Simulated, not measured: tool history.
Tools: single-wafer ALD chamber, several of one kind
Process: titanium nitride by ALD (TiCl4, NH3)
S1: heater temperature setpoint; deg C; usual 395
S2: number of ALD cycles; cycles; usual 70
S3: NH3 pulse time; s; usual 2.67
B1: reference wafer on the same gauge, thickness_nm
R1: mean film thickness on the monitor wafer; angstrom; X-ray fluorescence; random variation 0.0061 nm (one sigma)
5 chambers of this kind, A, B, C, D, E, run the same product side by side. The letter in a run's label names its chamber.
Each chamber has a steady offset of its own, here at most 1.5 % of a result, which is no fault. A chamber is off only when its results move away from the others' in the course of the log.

run 1D hour=14.3 | S1=395 S2=70 S3=2.67 | B1=1.3394 | R1=15.510
run 2B hour=25.1 | S1=395 S2=70 S3=2.67 | B1=1.3403 | R1=15.462
run 3A hour=34.2 | S1=395 S2=70 S3=2.67 | B1=1.3403 | R1=15.527
run 4C hour=42.7 | S1=395 S2=70 S3=2.67 | B1=1.3399 | R1=15.379
run 5E hour=52.1 | S1=395 S2=70 S3=2.67 | B1=1.3400 | R1=15.792
run 6D hour=59.2 | S1=395 S2=70 S3=2.67 | B1=1.3403 | R1=15.463
run 7C hour=71.8 | S1=395 S2=70 S3=2.67 | B1=1.3397 | R1=15.474
run 8A hour=79.7 | S1=395 S2=70 S3=2.67 | B1=1.3392 | R1=15.510
run 9B hour=90.7 | S1=395 S2=70 S3=2.23 | B1=1.3410 | R1=15.154
run 10E hour=97.3 | S1=395 S2=70 S3=2.23 | B1=1.3403 | R1=15.493
run 11A hour=111.9 | S1=395 S2=70 S3=2.23 | B1=1.3393 | R1=15.439
run 12D hour=124.8 | S1=395 S2=70 S3=2.23 | B1=1.3411 | R1=15.329
run 13E hour=137.8 | S1=395 S2=70 S3=2.23 | B1=1.3402 | R1=15.502
run 14C hour=144.1 | S1=395 S2=70 S3=2.67 | B1=1.3409 | R1=15.506
run 15B hour=154.8 | S1=395 S2=70 S3=2.67 | B1=1.3408 | R1=15.308
run 16B hour=166.4 | S1=395 S2=70 S3=2.15 | B1=1.3409 | R1=15.202
run 17D hour=176.0 | S1=395 S2=70 S3=2.15 | B1=1.3399 | R1=15.225
run 18A hour=189.3 | S1=395 S2=70 S3=2.15 | B1=1.3414 | R1=15.391
run 19E hour=203.9 | S1=395 S2=70 S3=2.15 | B1=1.3415 | R1=15.611
run 20C hour=218.5 | S1=395 S2=70 S3=2.15 | B1=1.3411 | R1=15.286
run 21C hour=225.4 | S1=395 S2=70 S3=2.67 | B1=1.3384 | R1=15.468
run 22E hour=235.6 | S1=395 S2=70 S3=2.67 | B1=1.3399 | R1=15.648
run 23A hour=242.2 | S1=395 S2=70 S3=2.67 | B1=1.3404 | R1=15.587
run 24D hour=255.3 | S1=395 S2=70 S3=2.67 | B1=1.3405 | R1=15.380
run 25B hour=261.9 | S1=403 S2=63 S3=2.67 | B1=1.3393 | R1=13.918
run 26C hour=273.5 | S1=403 S2=63 S3=2.67 | B1=1.3398 | R1=13.881
run 27A hour=282.5 | S1=403 S2=63 S3=2.67 | B1=1.3397 | R1=14.113
run 28B hour=295.4 | S1=403 S2=63 S3=2.67 | B1=1.3406 | R1=13.906
run 29D hour=306.9 | S1=403 S2=63 S3=2.67 | B1=1.3394 | R1=14.021
run 30E hour=315.0 | S1=395 S2=77 S3=2.67 | B1=1.3396 | R1=17.393
run 31B hour=324.9 | S1=395 S2=77 S3=2.67 | B1=1.3399 | R1=16.845
run 32A hour=338.4 | S1=395 S2=77 S3=2.67 | B1=1.3391 | R1=17.131
run 33E hour=348.5 | S1=395 S2=77 S3=2.67 | B1=1.3405 | R1=17.362
run 34C hour=362.2 | S1=395 S2=77 S3=2.67 | B1=1.3403 | R1=17.024
run 35D hour=370.6 | S1=395 S2=70 S3=2.67 | B1=1.3401 | R1=15.560

What goes on in this fleet: one chamber off, a drifting gauge, or nothing beyond the chambers' own small offsets? Name the chamber and the cause, if any.

No chamber stands off beyond its own small offset, and the gauge holds steady.
